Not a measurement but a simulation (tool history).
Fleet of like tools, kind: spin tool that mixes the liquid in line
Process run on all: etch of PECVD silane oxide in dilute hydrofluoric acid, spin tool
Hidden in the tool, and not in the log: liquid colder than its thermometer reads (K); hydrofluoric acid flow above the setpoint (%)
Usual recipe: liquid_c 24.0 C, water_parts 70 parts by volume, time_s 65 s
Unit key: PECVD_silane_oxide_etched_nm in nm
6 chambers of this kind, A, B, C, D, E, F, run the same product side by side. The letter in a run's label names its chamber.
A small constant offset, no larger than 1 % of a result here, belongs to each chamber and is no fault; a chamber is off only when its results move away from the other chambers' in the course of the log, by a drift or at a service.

run,hour,liquid_c,water_parts,time_s,hours since the thermometer was replaced,hours since the hydrofluoric acid flow meter was replaced,"read-back film thickness of the PECVD silane oxide reference wafer, read on the same gauge (nm)",PECVD_silane_oxide_etched_nm
1E,11.6,24.0,70,65,833.6,508.7,130.00,42.798
2A,23.2,24.0,70,65,203.9,1757.4,130.02,43.129
# hour 30.7: chamber C: hydrofluoric acid flow meter replaced
3C,33.5,24.0,70,65,2433.7,2.8,129.98,43.393
# hour 35.9: chamber A: hydrofluoric acid flow meter replaced
4B,42.2,24.0,70,65,1715.4,988.0,130.00,42.921
5F,50.4,24.0,70,65,254.1,212.1,130.00,42.865
6D,61.3,21.0,40,65,1479.5,665.6,129.99,68.284
7E,67.0,21.0,40,65,889.0,564.1,129.99,68.337
8C,77.5,21.0,40,65,2477.7,46.8,130.01,68.432
9A,85.0,21.0,40,65,265.7,49.2,130.03,70.144
10F,93.7,21.0,40,65,297.4,255.4,130.00,70.048
11B,100.1,21.0,40,65,1773.3,1045.9,130.00,68.468
12D,105.8,24.0,70,65,1524.0,710.1,130.01,43.428
13A,114.1,24.0,70,65,294.8,78.3,130.00,43.225
14D,123.1,24.0,70,65,1541.3,727.4,130.03,43.145
15F,130.5,24.0,70,65,334.2,292.2,129.99,43.910
16C,139.3,24.0,70,65,2539.5,108.6,129.98,43.306
17E,149.3,24.0,70,65,971.3,646.4,130.02,42.972
# hour 151.4: chamber C: thermometer replaced
18B,158.3,24.0,70,65,1831.5,1104.1,130.01,42.974
19D,165.3,24.0,70,65,1583.5,769.6,130.01,43.710
20A,174.2,24.0,70,65,354.9,138.4,130.00,43.570
21C,179.3,24.0,70,65,27.9,148.6,129.97,43.062
22B,188.0,24.0,70,65,1861.2,1133.8,130.02,43.252
23F,195.6,24.0,70,65,399.3,357.3,130.00,43.262
24E,207.2,24.0,70,65,1029.2,704.3,130.00,42.835
25C,217.7,28.5,90,65,66.3,187.0,130.00,39.229
26A,226.3,28.5,90,65,407.0,190.5,129.99,38.342
27B,231.3,28.5,90,65,1904.5,1177.1,130.01,38.516
28D,242.0,28.5,90,65,1660.2,846.3,130.02,40.330
29E,252.5,28.5,90,65,1074.5,749.6,130.01,38.907
30F,258.4,28.5,90,65,462.1,420.1,130.01,39.180
31F,264.0,22.0,70,90,467.7,425.7,129.98,55.989
32B,270.0,22.0,70,90,1943.2,1215.8,129.99,55.164
33C,275.5,22.0,70,90,124.1,244.8,129.99,55.202
34D,282.6,22.0,70,90,1700.8,886.9,129.99,57.600
35A,289.7,22.0,70,90,470.4,253.9,130.01,55.188
36E,297.0,22.0,70,90,1119.0,794.1,130.00,54.506
37D,303.9,24.0,70,65,1722.1,908.2,130.01,45.446
38B,312.3,24.0,70,95,1985.5,1258.1,129.98,61.859
39E,318.5,24.0,70,95,1140.5,815.6,130.02,62.349

For the next run the whole fleet of 6 chambers uses the same settings. Give each chamber's results:
40A,326.8,24.0,70,30,,,,?
40B,326.8,24.0,70,30,,,,?
40C,326.8,24.0,70,30,,,,?
40D,326.8,24.0,70,30,,,,?
40E,326.8,24.0,70,30,,,,?
40F,326.8,24.0,70,30,,,,?

run,PECVD_silane_oxide_etched_nm
40A,20.017
40B,19.783
40C,20.012
40D,21.011
40E,19.908
40F,20.125
